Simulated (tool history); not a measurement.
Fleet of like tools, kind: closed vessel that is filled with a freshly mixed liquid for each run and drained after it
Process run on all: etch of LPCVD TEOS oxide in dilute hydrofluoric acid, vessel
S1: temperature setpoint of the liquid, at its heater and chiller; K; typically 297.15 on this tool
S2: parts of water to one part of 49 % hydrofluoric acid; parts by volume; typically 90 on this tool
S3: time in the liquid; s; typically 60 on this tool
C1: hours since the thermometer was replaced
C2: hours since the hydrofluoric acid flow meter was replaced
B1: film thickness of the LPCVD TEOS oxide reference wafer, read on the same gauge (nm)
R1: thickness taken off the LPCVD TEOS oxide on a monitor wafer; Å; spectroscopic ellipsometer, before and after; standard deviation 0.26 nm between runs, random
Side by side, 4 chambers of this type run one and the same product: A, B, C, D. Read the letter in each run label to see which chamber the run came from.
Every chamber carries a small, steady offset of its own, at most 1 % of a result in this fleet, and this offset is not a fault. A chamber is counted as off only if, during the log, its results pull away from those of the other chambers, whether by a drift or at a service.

run 1C hour=10 | S1=297.15 S2=90 S3=60 | C1=1567.4 C2=565.3 | B1=29.996 | R1=296.75
run 2D hour=18.8 | S1=297.15 S2=90 S3=60 | C1=1982.8 C2=556.1 | B1=29.975 | R1=291.45
run 3A hour=28.5 | S1=297.15 S2=90 S3=60 | C1=65.7 C2=635.9 | B1=29.958 | R1=292.42
run 4B hour=36 | S1=297.15 S2=90 S3=60 | C1=1495.1 C2=886.8 | B1=30.004 | R1=287.54
run 5D hour=49.4 | S1=297.15 S2=90 S3=60 | C1=2013.4 C2=586.7 | B1=29.973 | R1=290.75
run 6A hour=57.2 | S1=297.15 S2=90 S3=60 | C1=94.4 C2=664.6 | B1=30.017 | R1=291.27
run 7C hour=71.2 | S1=297.15 S2=90 S3=60 | C1=1628.6 C2=626.5 | B1=30.023 | R1=292.29
run 8B hour=81.1 | S1=297.15 S2=90 S3=60 | C1=1540.2 C2=931.9 | B1=29.959 | R1=292.26
run 9C hour=94.8 | S1=297.15 S2=90 S3=60 | C1=1652.2 C2=650.1 | B1=30.02 | R1=296.84
run 10B hour=108.4 | S1=297.15 S2=90 S3=60 | C1=1567.5 C2=959.2 | B1=30.022 | R1=290.99
run 11A hour=115.5 | S1=297.15 S2=90 S3=60 | C1=152.7 C2=722.9 | B1=29.998 | R1=293.53
run 12D hour=127.3 | S1=297.15 S2=90 S3=60 | C1=2091.3 C2=664.6 | B1=30.009 | R1=283.07
-- hour=130 chamber C: hydrofluoric acid flow meter replaced
-- hour=135.9 chamber A: hydrofluoric acid flow meter replaced
run 13D hour=137 | S1=297.15 S2=90 S3=60 | C1=2101 C2=674.3 | B1=30.004 | R1=283.03
run 14C hour=144.1 | S1=297.15 S2=90 S3=60 | C1=1701.5 C2=14.1 | B1=30.012 | R1=294.16
run 15B hour=151.2 | S1=297.15 S2=90 S3=60 | C1=1610.3 C2=1002 | B1=29.995 | R1=294.84
run 16A hour=158.7 | S1=297.15 S2=90 S3=60 | C1=195.9 C2=22.8 | B1=30.015 | R1=294.29
run 17D hour=172.9 | S1=297.15 S2=70 S3=90 | C1=2136.9 C2=710.2 | B1=29.97 | R1=553.58
run 18A hour=184.5 | S1=297.15 S2=70 S3=90 | C1=221.7 C2=48.6 | B1=29.999 | R1=573.1
run 19C hour=198.7 | S1=297.15 S2=70 S3=90 | C1=1756.1 C2=68.7 | B1=30.029 | R1=591.73
run 20B hour=205.9 | S1=297.15 S2=70 S3=90 | C1=1665 C2=1056.7 | B1=29.96 | R1=574.24
run 21B hour=216.8 | S1=297.15 S2=90 S3=60 | C1=1675.9 C2=1067.6 | B1=30.031 | R1=292.92
run 22A hour=229.2 | S1=297.15 S2=90 S3=60 | C1=266.4 C2=93.3 | B1=29.957 | R1=295.81
run 23D hour=239.4 | S1=297.15 S2=90 S3=60 | C1=2203.4 C2=776.7 | B1=30.02 | R1=273.79
run 24C hour=248.3 | S1=297.15 S2=90 S3=60 | C1=1805.7 C2=118.3 | B1=29.948 | R1=291.47
-- hour=252.5 chamber D: thermometer replaced
run 25D hour=259.5 | S1=297.15 S2=90 S3=60 | C1=7 C2=796.8 | B1=29.971 | R1=267.87
run 26A hour=272 | S1=297.15 S2=90 S3=60 | C1=309.2 C2=136.1 | B1=30.024 | R1=294.96
run 27C hour=280.4 | S1=297.15 S2=90 S3=60 | C1=1837.8 C2=150.4 | B1=29.998 | R1=295.44
run 28B hour=290.3 | S1=297.15 S2=90 S3=60 | C1=1749.4 C2=1141.1 | B1=30.009 | R1=294.69

For the next run the whole fleet of 4 chambers uses the same settings. Give each chamber's results:
run 29A hour=300.9 | S1=297.15 S2=90 S3=60 | R1=?
run 29B hour=300.9 | S1=297.15 S2=90 S3=60 | R1=?
run 29C hour=300.9 | S1=297.15 S2=90 S3=60 | R1=?
run 29D hour=300.9 | S1=297.15 S2=90 S3=60 | R1=?

run=29A R1=293.77
run=29B R1=291.71
run=29C R1=296.16
run=29D R1=269.31
